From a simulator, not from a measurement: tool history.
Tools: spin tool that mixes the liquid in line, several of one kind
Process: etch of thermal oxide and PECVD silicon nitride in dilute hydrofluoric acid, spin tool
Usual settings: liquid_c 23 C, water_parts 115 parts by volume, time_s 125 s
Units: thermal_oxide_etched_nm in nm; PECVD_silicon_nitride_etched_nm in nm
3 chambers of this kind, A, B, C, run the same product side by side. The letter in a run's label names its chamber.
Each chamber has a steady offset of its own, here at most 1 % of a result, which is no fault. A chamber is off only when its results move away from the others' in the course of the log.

run   hour  liquid_c  water_parts  time_s  hours since the thermometer was replaced  hours since the hydrofluoric acid flow meter was replaced  read-back film thickness of the thermal oxide reference wafer, read on the same gauge (nm)  read-back film thickness of the PECVD silicon nitride reference wafer, read on the same gauge (nm)  thermal_oxide_etched_nm  PECVD_silicon_nitride_etched_nm
 1C   10.6        23          115     125                                    1010.7                                                     1510.6                                                                                      120.01                                                                                              120.01                   5.0136                           2.8398
 2A   22.6        23          115     125                                     418.2                                                        618                                                                                      120.02                                                                                              119.99                   5.0346                            2.823
 3B   34.6        23          115     125                                     310.9                                                       75.5                                                                                      120.01                                                                                              119.97                   5.0725                           2.7718
 4A   43.4        23          115     125                                       439                                                      638.8                                                                                      119.99                                                                                              119.97                   5.0619                           2.7972
 5B   52.8        23          115     125                                     329.1                                                       93.7                                                                                      119.98                                                                                                 120                   4.9811                           2.8259
 6C   64.8        23          115     125                                    1064.9                                                     1564.8                                                                                      119.98                                                                                              120.01                   5.1398                           2.8549
 7C   71.4        23          115     125                                    1071.5                                                     1571.4                                                                                      120.01                                                                                              119.98                   5.1927                           2.8734
 8B   81.7        23          115     125                                       358                                                      122.6                                                                                         120                                                                                                 120                   4.9891                           2.7587
      82.9  -- chamber C: thermometer replaced
 9A   94.4        23          115     125                                       490                                                      689.8                                                                                      119.98                                                                                              119.99                   5.1706                           2.7915
10A  104.2        23          115     125                                     499.8                                                      699.6                                                                                      119.98                                                                                                 120                   5.0536                           2.8568
11C  113.9        23          115     125                                      31.1                                                     1613.9                                                                                         120                                                                                              120.02                   5.0695                           2.8632
12B  122.3        23          115     125                                     398.6                                                      163.2                                                                                         120                                                                                              119.99                   5.0952                           2.8431
13A  134.5        23          115     125                                     530.1                                                      729.9                                                                                      119.98                                                                                              120.02                   5.1229                           2.8835
14C    147        23          115     125                                      64.2                                                       1647                                                                                      119.99                                                                                              120.03                   5.0382                           2.8034
15B  158.4        23          115     125                                     434.7                                                      199.3                                                                                      119.99                                                                                              120.01                   5.0504                           2.7613
16B  167.3        23          115     125                                     443.6                                                      208.2                                                                                      120.03                                                                                              119.96                   5.0243                           2.7902
17A  177.7        23          115     125                                     573.3                                                      773.1                                                                                      120.03                                                                                              119.96                    5.142                            2.917
18C  183.4        23          115     125                                     100.6                                                     1683.4                                                                                      120.02                                                                                              120.03                   5.0065                           2.7788
19C  194.8        23          115     125                                       112                                                     1694.8                                                                                         120                                                                                              119.98                   5.0413                           2.8344
20A  202.6        23          115     125                                     598.2                                                        798                                                                                      119.98                                                                                              120.01                   5.1774                           2.9398
21B    209        23          115     125                                     485.3                                                      249.9                                                                                      119.99                                                                                              119.98                   4.9212                           2.8213
22B  219.6        23          115     125                                     495.9                                                      260.5                                                                                      119.99                                                                                              120.04                   5.0061                           2.7905
23A  228.2        23          115     125                                     623.8                                                      823.6                                                                                      119.99                                                                                              119.95                    5.235                           2.8912
24C  240.9        20           75     125                                     158.1                                                     1740.9                                                                                      120.01                                                                                              120.02                   7.1869                           3.4469
25B  250.6        20           75     125                                     526.9                                                      291.5                                                                                      119.99                                                                                              120.01                   7.1741                            3.558
26A  256.3        20           75     125                                     651.9                                                      851.7                                                                                      119.98                                                                                              119.99                   7.6079                            3.772
27C  265.1        23          115     125                                     182.3                                                     1765.1                                                                                      119.98                                                                                              120.02                   5.0565                           2.7779
28B  275.4        23          115     125                                     551.7                                                      316.3                                                                                      120.01                                                                                                 120                   5.0243                            2.777
29C    286        23          115     125                                     203.2                                                       1786                                                                                      120.01                                                                                              119.99                   5.0021                           2.8551
30A    294        23          115     125                                     689.6                                                      889.4                                                                                         120                                                                                              119.97                   5.2798                            3.011
31A  300.4        23          115     125                                       696                                                      895.8                                                                                      120.01                                                                                              120.02                   5.3066                           2.9977
32C  306.9        23          115     125                                     224.1                                                     1806.9                                                                                      119.98                                                                                              119.99                   5.0577                           2.8225
33B  316.1        23          115     125                                     592.4                                                        357                                                                                      120.02                                                                                                 120                   4.9774                           2.8725
34C  322.5        23          115     125                                     239.7                                                     1822.5                                                                                         120                                                                                              120.01                   5.1637                           2.8276
35A  330.9        23          115     125                                     726.5                                                      926.3                                                                                      119.99                                                                                              119.97                   5.4081                           3.1549

Is one chamber off against the others, does the gauge drift, or is nothing wrong? If a chamber is off, say which, and what the likeliest cause is.

Chamber A drifts away from the others.
Cause: liquid hotter than its thermometer reads (K) = 1.63.

Here are 4 candidates for chamber A's next run, each the usual settings with a change, their results left as question marks. Which one brings its results back in line with what the others give on the usual settings?
In line means no further than this from the other chambers' mean on the usual settings: thermal_oxide_etched_nm 0.16 nm; PECVD_silicon_nitride_etched_nm 0.13 nm
36A-1   340      22.5          115     125                                                                                                                                                                                                                                                                                                                             ?                                ?
36A-2   340      23.5          115     125                                                                                                                                                                                                                                                                                                                             ?                                ?
36A-3   340      24.5          120     130                                                                                                                                                                                                                                                                                                                             ?                                ?
36A-4   340      21.5          110     120                                                                                                                                                                                                                                                                                                                             ?                                ?

The other chambers' mean on the usual settings: thermal_oxide_etched_nm 5.0442 nm; PECVD_silicon_nitride_etched_nm 2.7992 nm
  run  thermal_oxide_etched_nm  PECVD_silicon_nitride_etched_nm
36A-1                   5.2364                           3.0218
36A-2                   5.4423                            3.223
36A-3                   5.5936                           3.4206
36A-4                   5.0889                           2.8421
36A-4 brings the chamber back in line.

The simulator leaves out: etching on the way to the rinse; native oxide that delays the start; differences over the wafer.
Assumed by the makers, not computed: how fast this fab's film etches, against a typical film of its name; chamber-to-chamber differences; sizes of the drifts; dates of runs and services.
